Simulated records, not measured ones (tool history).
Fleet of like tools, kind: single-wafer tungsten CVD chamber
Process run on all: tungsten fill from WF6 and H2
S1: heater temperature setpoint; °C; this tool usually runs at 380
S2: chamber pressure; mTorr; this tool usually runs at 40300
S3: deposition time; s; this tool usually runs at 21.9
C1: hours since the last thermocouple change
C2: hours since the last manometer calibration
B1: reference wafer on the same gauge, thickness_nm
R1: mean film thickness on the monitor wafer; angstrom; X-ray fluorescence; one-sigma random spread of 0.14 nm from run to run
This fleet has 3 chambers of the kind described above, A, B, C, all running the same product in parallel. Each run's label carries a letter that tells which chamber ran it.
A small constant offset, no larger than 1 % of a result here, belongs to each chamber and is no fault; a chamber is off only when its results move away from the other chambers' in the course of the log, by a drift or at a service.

{"run": "1B", "day": 0.188, "S1": 380, "S2": 40300, "S3": 21.9, "C1": 504.5, "C2": 1434.4, "B1": 49.897, "R1": 499.26}
{"run": "2C", "day": 0.375, "S1": 380, "S2": 40300, "S3": 21.9, "C1": 238.6, "C2": 561.2, "B1": 49.892, "R1": 495.79}
{"run": "3A", "day": 0.554, "S1": 380, "S2": 40300, "S3": 21.9, "C1": 898.7, "C2": 943.1, "B1": 49.865, "R1": 498.55}
{"run": "4A", "day": 0.721, "S1": 380, "S2": 40300, "S3": 21.9, "C1": 902.7, "C2": 947.1, "B1": 49.878, "R1": 498.99}
{"run": "5B", "day": 0.854, "S1": 380, "S2": 40300, "S3": 21.9, "C1": 520.5, "C2": 1450.4, "B1": 49.86, "R1": 498.77}
{"run": "6C", "day": 1.05, "S1": 380, "S2": 40300, "S3": 21.9, "C1": 254.8, "C2": 577.4, "B1": 49.92, "R1": 496.75}
{"run": "7A", "day": 1.2, "S1": 380, "S2": 40300, "S3": 21.9, "C1": 914.2, "C2": 958.6, "B1": 49.917, "R1": 497.62}
{"run": "8B", "day": 1.371, "S1": 380, "S2": 40300, "S3": 21.9, "C1": 532.9, "C2": 1462.8, "B1": 49.902, "R1": 497.81}
{"run": "9C", "day": 1.483, "S1": 380, "S2": 40300, "S3": 21.9, "C1": 265.2, "C2": 587.8, "B1": 49.898, "R1": 493.13}
{"run": "10A", "day": 1.608, "S1": 380, "S2": 40300, "S3": 21.9, "C1": 924, "C2": 968.4, "B1": 49.889, "R1": 499.72}
{"run": "11B", "day": 1.729, "S1": 380, "S2": 40300, "S3": 21.9, "C1": 541.5, "C2": 1471.4, "B1": 49.873, "R1": 500.08}
{"run": "12C", "day": 1.958, "S1": 380, "S2": 40300, "S3": 21.9, "C1": 276.6, "C2": 599.2, "B1": 49.938, "R1": 492.68}
{"run": "13A", "day": 2.192, "S1": 380, "S2": 40300, "S3": 21.9, "C1": 938, "C2": 982.4, "B1": 49.9, "R1": 499.43}
{"run": "14C", "day": 2.304, "S1": 374, "S2": 40300, "S3": 17.7, "C1": 284.9, "C2": 607.5, "B1": 49.921, "R1": 352.69}
{"run": "15B", "day": 2.525, "S1": 374, "S2": 40300, "S3": 17.7, "C1": 560.6, "C2": 1490.5, "B1": 49.928, "R1": 355.62}
{"run": "16A", "day": 2.738, "S1": 374, "S2": 40300, "S3": 17.7, "C1": 951.1, "C2": 995.5, "B1": 49.88, "R1": 355.17}
{"run": "17C", "day": 2.925, "S1": 380, "S2": 40300, "S3": 21.9, "C1": 299.8, "C2": 622.4, "B1": 49.859, "R1": 494.19}
{"run": "18B", "day": 3.112, "S1": 380, "S2": 40300, "S3": 21.9, "C1": 574.7, "C2": 1504.6, "B1": 49.913, "R1": 497.19}
{"run": "19A", "day": 3.288, "S1": 366, "S2": 40300, "S3": 18.9, "C1": 964.3, "C2": 1008.7, "B1": 49.905, "R1": 320.39}
{"run": "20B", "day": 3.388, "S1": 366, "S2": 40300, "S3": 18.9, "C1": 581.3, "C2": 1511.2, "B1": 49.931, "R1": 322.23}
{"run": "21C", "day": 3.529, "S1": 366, "S2": 40300, "S3": 18.9, "C1": 314.3, "C2": 636.9, "B1": 49.928, "R1": 319.5}
{"day": 3.717, "done": "chamber B: capacitance manometer re-zeroed and calibrated"}
{"run": "22C", "day": 3.725, "S1": 380, "S2": 40300, "S3": 21.9, "C1": 319, "C2": 641.6, "B1": 49.899, "R1": 494.64}
{"run": "23A", "day": 3.896, "S1": 380, "S2": 40300, "S3": 21.9, "C1": 978.9, "C2": 1023.3, "B1": 49.908, "R1": 499.26}
{"run": "24B", "day": 4.104, "S1": 380, "S2": 40300, "S3": 21.9, "C1": 598.5, "C2": 9.3, "B1": 49.925, "R1": 499.25}
{"run": "25A", "day": 4.271, "S1": 380, "S2": 40300, "S3": 21.9, "C1": 987.9, "C2": 1032.3, "B1": 49.916, "R1": 502.07}
{"run": "26B", "day": 4.454, "S1": 380, "S2": 40300, "S3": 21.9, "C1": 606.9, "C2": 17.7, "B1": 49.909, "R1": 499.11}
{"run": "27C", "day": 4.638, "S1": 380, "S2": 40300, "S3": 21.9, "C1": 340.9, "C2": 663.5, "B1": 49.901, "R1": 495.37}
{"run": "28B", "day": 4.85, "S1": 380, "S2": 40300, "S3": 21.9, "C1": 616.4, "C2": 27.2, "B1": 49.912, "R1": 497.25}
{"run": "29C", "day": 4.975, "S1": 380, "S2": 40300, "S3": 21.9, "C1": 349, "C2": 671.6, "B1": 49.903, "R1": 496.82}

Is one chamber off against the others, does the gauge drift, or is nothing wrong? If a chamber is off, say which, and what the likeliest cause is.

The fleet is healthy, with each chamber sitting at its usual small offset and no drift in the gauge.
